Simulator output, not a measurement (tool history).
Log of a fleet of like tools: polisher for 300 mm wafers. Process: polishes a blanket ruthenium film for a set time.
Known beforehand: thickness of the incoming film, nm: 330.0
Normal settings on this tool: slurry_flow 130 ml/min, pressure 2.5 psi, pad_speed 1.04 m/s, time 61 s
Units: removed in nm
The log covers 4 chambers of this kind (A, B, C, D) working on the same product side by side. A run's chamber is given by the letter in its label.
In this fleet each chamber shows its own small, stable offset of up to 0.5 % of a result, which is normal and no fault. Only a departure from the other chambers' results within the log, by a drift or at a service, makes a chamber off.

run 1A hour=5.3 | slurry_flow=130 pressure=2.5 pad_speed=1.04 time=61 | removed=92.170
run 2D hour=9.4 | slurry_flow=130 pressure=2.5 pad_speed=1.04 time=61 | removed=94.103
-- hour=12.6 chamber A: slurry nozzle cleaned
run 3B hour=14.4 | slurry_flow=130 pressure=2.5 pad_speed=1.04 time=61 | removed=93.567
-- hour=14.6 chamber B: worn pad replaced by a new one
run 4C hour=18.6 | slurry_flow=130 pressure=2.5 pad_speed=1.04 time=61 | removed=94.278
run 5C hour=25.7 | slurry_flow=90 pressure=2.5 pad_speed=1.30 time=61 | removed=106.400
-- hour=30.6 chamber A: worn pad replaced by a new one
run 6A hour=32.5 | slurry_flow=90 pressure=2.5 pad_speed=1.30 time=61 | removed=105.930
run 7D hour=36.6 | slurry_flow=90 pressure=2.5 pad_speed=1.30 time=61 | removed=106.920
run 8B hour=41.7 | slurry_flow=90 pressure=2.5 pad_speed=1.30 time=61 | removed=105.820
-- hour=47.4 chamber C: worn pad replaced by a new one
run 9B hour=49.1 | slurry_flow=130 pressure=2.5 pad_speed=1.04 time=61 | removed=92.189
-- hour=50.5 chamber D: worn pad replaced by a new one
run 10C hour=56.5 | slurry_flow=130 pressure=2.5 pad_speed=1.04 time=61 | removed=93.943
run 11A hour=64.3 | slurry_flow=130 pressure=2.5 pad_speed=1.04 time=61 | removed=92.437
-- hour=64.9 chamber B: worn pad replaced by a new one
run 12D hour=72.7 | slurry_flow=130 pressure=2.5 pad_speed=1.04 time=61 | removed=94.749
run 13A hour=78.1 | slurry_flow=165 pressure=2.5 pad_speed=1.04 time=61 | removed=96.881
run 14C hour=84.8 | slurry_flow=165 pressure=2.5 pad_speed=1.04 time=61 | removed=97.533
run 15D hour=89.5 | slurry_flow=165 pressure=2.5 pad_speed=1.04 time=61 | removed=97.420
run 16B hour=93.5 | slurry_flow=165 pressure=2.5 pad_speed=1.04 time=61 | removed=97.662
-- hour=95.4 chamber C: worn pad replaced by a new one
run 17D hour=100.2 | slurry_flow=130 pressure=2.5 pad_speed=1.04 time=61 | removed=92.282
run 18B hour=105.4 | slurry_flow=130 pressure=2.5 pad_speed=1.04 time=61 | removed=91.220
run 19C hour=112.4 | slurry_flow=130 pressure=2.5 pad_speed=1.04 time=61 | removed=93.243
-- hour=112.6 chamber B: head pressure recalibrated
run 20A hour=116.9 | slurry_flow=130 pressure=2.5 pad_speed=1.04 time=61 | removed=92.843
-- hour=118.9 chamber B: slurry nozzle cleaned
-- hour=120.1 chamber B: worn pad replaced by a new one
run 21D hour=124.5 | slurry_flow=130 pressure=2.5 pad_speed=1.04 time=61 | removed=94.145
run 22B hour=131.3 | slurry_flow=130 pressure=2.5 pad_speed=1.04 time=61 | removed=92.249
run 23A hour=135.2 | slurry_flow=130 pressure=2.5 pad_speed=1.04 time=61 | removed=93.682
run 24C hour=140.9 | slurry_flow=130 pressure=2.5 pad_speed=1.04 time=61 | removed=93.552
-- hour=143.0 chamber D: worn pad replaced by a new one
run 25B hour=148.0 | slurry_flow=115 pressure=2.5 pad_speed=0.74 time=61 | removed=64.855
-- hour=153.5 chamber A: worn pad replaced by a new one
run 26D hour=155.1 | slurry_flow=115 pressure=2.5 pad_speed=0.74 time=61 | removed=64.315
-- hour=157.4 chamber C: worn pad replaced by a new one
run 27C hour=160.7 | slurry_flow=115 pressure=2.5 pad_speed=0.74 time=61 | removed=64.479
run 28A hour=164.5 | slurry_flow=115 pressure=2.5 pad_speed=0.74 time=61 | removed=63.783
run 29C hour=169.0 | slurry_flow=130 pressure=2.5 pad_speed=1.04 time=61 | removed=93.753
-- hour=170.3 chamber B: worn pad replaced by a new one
run 30D hour=175.1 | slurry_flow=130 pressure=2.5 pad_speed=1.04 time=61 | removed=93.928
run 31A hour=180.8 | slurry_flow=130 pressure=2.9 pad_speed=1.04 time=54 | removed=95.221
run 32B hour=189.2 | slurry_flow=130 pressure=2.9 pad_speed=1.04 time=54 | removed=95.801
run 33C hour=195.8 | slurry_flow=130 pressure=2.9 pad_speed=1.04 time=54 | removed=95.592
run 34A hour=203.4 | slurry_flow=130 pressure=2.9 pad_speed=1.04 time=54 | removed=94.889
run 35B hour=208.8 | slurry_flow=130 pressure=2.5 pad_speed=1.04 time=61 | removed=93.092
-- hour=209.1 chamber A: head pressure recalibrated
-- hour=214.4 chamber C: worn pad replaced by a new one
run 36D hour=216.8 | slurry_flow=130 pressure=2.5 pad_speed=1.04 time=61 | removed=93.942
-- hour=221.9 chamber C: slurry nozzle cleaned
run 37D hour=223.9 | slurry_flow=130 pressure=2.5 pad_speed=1.04 time=61 | removed=93.353
-- hour=224.7 chamber B: worn pad replaced by a new one
-- hour=229.0 chamber D: worn pad replaced by a new one
run 38B hour=229.0 | slurry_flow=130 pressure=2.5 pad_speed=1.04 time=61 | removed=93.355
run 39C hour=233.6 | slurry_flow=130 pressure=2.5 pad_speed=1.04 time=61 | removed=93.449
run 40A hour=240.5 | slurry_flow=130 pressure=2.5 pad_speed=1.04 time=61 | removed=92.703
run 41A hour=245.7 | slurry_flow=130 pressure=2.5 pad_speed=1.04 time=61 | removed=91.786
run 42D hour=250.1 | slurry_flow=130 pressure=2.5 pad_speed=1.04 time=61 | removed=94.220
run 43C hour=254.1 | slurry_flow=130 pressure=2.1 pad_speed=1.04 time=61 | removed=78.555

For the next run the whole fleet of 4 chambers uses the same settings. Give each chamber's results:
run 44A hour=260.2 | slurry_flow=130 pressure=3.1 pad_speed=1.04 time=61 | removed=?
run 44B hour=260.2 | slurry_flow=130 pressure=3.1 pad_speed=1.04 time=61 | removed=?
run 44C hour=260.2 | slurry_flow=130 pressure=3.1 pad_speed=1.04 time=61 | removed=?
run 44D hour=260.2 | slurry_flow=130 pressure=3.1 pad_speed=1.04 time=61 | removed=?

run=44A removed=116.640
run=44B removed=113.660
run=44C removed=115.900
run=44D removed=115.530

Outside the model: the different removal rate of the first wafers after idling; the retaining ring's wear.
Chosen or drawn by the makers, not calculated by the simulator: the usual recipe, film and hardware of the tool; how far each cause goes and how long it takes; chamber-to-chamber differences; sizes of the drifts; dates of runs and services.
